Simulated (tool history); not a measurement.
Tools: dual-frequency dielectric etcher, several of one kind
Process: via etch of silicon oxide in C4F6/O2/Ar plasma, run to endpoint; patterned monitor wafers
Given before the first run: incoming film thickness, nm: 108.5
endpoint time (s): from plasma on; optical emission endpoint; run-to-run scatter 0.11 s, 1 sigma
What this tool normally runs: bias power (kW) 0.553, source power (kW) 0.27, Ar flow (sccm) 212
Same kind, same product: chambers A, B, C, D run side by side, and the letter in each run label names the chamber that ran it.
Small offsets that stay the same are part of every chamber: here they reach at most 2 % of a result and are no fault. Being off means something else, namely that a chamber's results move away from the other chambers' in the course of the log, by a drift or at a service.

run,hour,bias power (kW),source power (kW),Ar flow (sccm),hours since the last wet clean,hours since the last bias power generator calibration,hours since the last source power generator calibration,hours since the last Ar flow controller change,endpoint time (s)
1D,14.4,0.553,0.27,212,55.3,1266.8,3643,2222.6,25.362
2B,22.7,0.553,0.27,212,162.8,1559,434.8,1003.2,24.944
# hour 30.6: chamber B: bias power generator calibrated
3C,33.4,0.553,0.27,212,215.8,334,398.4,3525.4,25.465
4A,40.9,0.553,0.27,212,437.6,2121.8,1702.6,728.9,25.635
5D,47.3,0.553,0.27,212,88.2,1299.7,3675.9,2255.5,25.373
6A,59.3,0.553,0.27,212,456,2140.2,1721,747.3,25.521
7B,69,0.553,0.27,212,209.1,38.5,481.1,1049.5,25.096
8C,78.8,0.553,0.27,228,261.2,379.4,443.8,3570.8,25.733
9D,88.5,0.553,0.27,228,129.4,1340.9,3717.1,2296.7,25.718
10B,97.6,0.553,0.27,228,237.7,67.1,509.7,1078.1,25.242
11A,107.2,0.553,0.27,228,503.9,2188.1,1768.9,795.2,25.813
12C,113.6,0.553,0.27,162,296,414.2,478.6,3605.6,24.757
13A,126.9,0.553,0.27,162,523.6,2207.8,1788.6,814.9,24.801
14D,135.5,0.553,0.27,162,176.4,1387.9,3764.1,2343.7,24.658
15C,142.3,0.553,0.27,162,324.7,442.9,507.3,3634.3,24.638
16B,152.3,0.553,0.27,212,292.4,121.8,564.4,1132.8,24.915
17A,162.7,0.553,0.27,212,559.4,2243.6,1824.4,850.7,25.57
18C,173.6,0.553,0.27,212,356,474.2,538.6,3665.6,25.428
19D,181.8,0.553,0.24,212,222.7,1434.2,3810.4,2390,26.463
20B,194.1,0.553,0.24,212,334.2,163.6,606.2,1174.6,26.13
21B,206.1,0.553,0.24,212,346.2,175.6,618.2,1186.6,25.945
22A,219.8,0.553,0.24,212,616.5,2300.7,1881.5,907.8,26.704
23C,226.6,0.553,0.27,212,409,527.2,591.6,3718.6,25.415
24D,236.6,0.553,0.27,212,277.5,1489,3865.2,2444.8,25.385
25C,250.3,0.553,0.27,212,432.7,550.9,615.3,3742.3,25.367
26B,265,0.553,0.27,212,405.1,234.5,677.1,1245.5,24.702
27A,273.7,0.553,0.27,212,670.4,2354.6,1935.4,961.7,25.243
28D,286.6,0.553,0.27,212,327.5,1539,3915.2,2494.8,25.42
# hour 292.6: chamber A: wet clean of the chamber
29C,295.1,0.553,0.27,212,477.5,595.7,660.1,3787.1,25.42
# hour 298.9: chamber A: bias power generator calibrated
30B,307.9,0.553,0.27,212,448,277.4,720,1288.4,24.601
31D,317.9,0.553,0.27,212,358.8,1570.3,3946.5,2526.1,25.562
32A,324.9,0.553,0.27,212,32.4,26.1,1986.6,1012.9,25.574
33D,335.3,0.553,0.27,212,376.2,1587.7,3963.9,2543.5,25.555
34B,342.8,0.553,0.27,212,482.9,312.3,754.9,1323.3,24.591

All chambers now run identical settings, listed one chamber a line with results as question marks. What results will each chamber show?
35A,353.3,0.553,0.27,212,,,,,?
35B,353.3,0.553,0.27,212,,,,,?
35C,353.3,0.553,0.27,212,,,,,?
35D,353.3,0.553,0.27,212,,,,,?

run,endpoint time (s)
35A,25.391
35B,24.53
35C,25.247
35D,25.401
